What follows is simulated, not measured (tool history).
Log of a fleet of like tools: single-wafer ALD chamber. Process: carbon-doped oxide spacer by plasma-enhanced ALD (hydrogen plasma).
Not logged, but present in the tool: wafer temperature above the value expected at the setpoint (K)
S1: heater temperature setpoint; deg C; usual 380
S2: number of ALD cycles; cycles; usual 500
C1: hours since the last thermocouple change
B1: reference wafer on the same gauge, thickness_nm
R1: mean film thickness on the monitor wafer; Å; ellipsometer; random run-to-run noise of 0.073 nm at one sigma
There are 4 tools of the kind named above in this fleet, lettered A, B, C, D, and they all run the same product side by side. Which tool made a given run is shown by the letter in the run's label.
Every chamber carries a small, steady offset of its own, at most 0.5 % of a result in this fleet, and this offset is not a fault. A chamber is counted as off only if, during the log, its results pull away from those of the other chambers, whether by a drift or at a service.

run 1B day=0.279 | S1=380 S2=500 | C1=1963.3 | B1=23.196 | R1=250.23
run 2A day=0.554 | S1=380 S2=500 | C1=422.1 | B1=23.208 | R1=250.19
run 3D day=0.762 | S1=380 S2=500 | C1=506.8 | B1=23.200 | R1=250.86
run 4C day=0.975 | S1=380 S2=500 | C1=788.4 | B1=23.191 | R1=250.85
run 5D day=1.271 | S1=394 S2=500 | C1=519.0 | B1=23.210 | R1=250.77
run 6C day=1.604 | S1=394 S2=500 | C1=803.5 | B1=23.212 | R1=250.20
run 7B day=1.971 | S1=394 S2=500 | C1=2003.9 | B1=23.202 | R1=249.12
run 8A day=2.204 | S1=394 S2=500 | C1=461.7 | B1=23.206 | R1=249.42
run 9C day=2.417 | S1=380 S2=500 | C1=823.0 | B1=23.192 | R1=250.59
run 10A day=2.692 | S1=380 S2=500 | C1=473.4 | B1=23.182 | R1=250.69
run 11D day=2.983 | S1=380 S2=500 | C1=560.1 | B1=23.187 | R1=250.48
run 12B day=3.358 | S1=380 S2=500 | C1=2037.2 | B1=23.200 | R1=249.84
run 13D day=3.700 | S1=380 S2=500 | C1=577.3 | B1=23.219 | R1=249.90
run 14B day=4.079 | S1=380 S2=500 | C1=2054.5 | B1=23.203 | R1=249.15
run 15A day=4.392 | S1=388 S2=500 | C1=514.2 | B1=23.203 | R1=249.52
run 16C day=4.654 | S1=388 S2=500 | C1=876.7 | B1=23.199 | R1=249.62
run 17A day=4.992 | S1=388 S2=500 | C1=528.6 | B1=23.189 | R1=249.75
run 18C day=5.288 | S1=388 S2=500 | C1=891.9 | B1=23.202 | R1=250.29
run 19B day=5.508 | S1=380 S2=500 | C1=2088.8 | B1=23.208 | R1=249.93
run 20D day=5.850 | S1=380 S2=500 | C1=628.9 | B1=23.201 | R1=250.09
run 21C day=6.029 | S1=380 S2=500 | C1=909.7 | B1=23.201 | R1=249.57
run 22A day=6.208 | S1=393 S2=420 | C1=557.8 | B1=23.195 | R1=209.94
-- day=6.333 chamber B: thermocouple changed; heater temperature recalibrated
run 23D day=6.542 | S1=393 S2=420 | C1=645.5 | B1=23.190 | R1=209.17
run 24B day=6.925 | S1=393 S2=420 | C1=14.2 | B1=23.197 | R1=209.24
run 25A day=7.283 | S1=393 S2=420 | C1=583.6 | B1=23.198 | R1=210.68
run 26D day=7.633 | S1=380 S2=500 | C1=671.7 | B1=23.214 | R1=249.92
run 27C day=7.996 | S1=380 S2=500 | C1=956.9 | B1=23.199 | R1=250.10
run 28B day=8.354 | S1=380 S2=500 | C1=48.5 | B1=23.183 | R1=249.45
run 29A day=8.721 | S1=380 S2=500 | C1=618.1 | B1=23.199 | R1=250.33
run 30B day=9.104 | S1=380 S2=500 | C1=66.5 | B1=23.190 | R1=251.48

Predict what each chamber gives when all 4 of them run the settings below next.
run 31A day=9.383 | S1=380 S2=500 | R1=?
run 31B day=9.383 | S1=380 S2=500 | R1=?
run 31C day=9.383 | S1=380 S2=500 | R1=?
run 31D day=9.383 | S1=380 S2=500 | R1=?

run=31A R1=251.53
run=31B R1=250.07
run=31C R1=250.72
run=31D R1=250.04
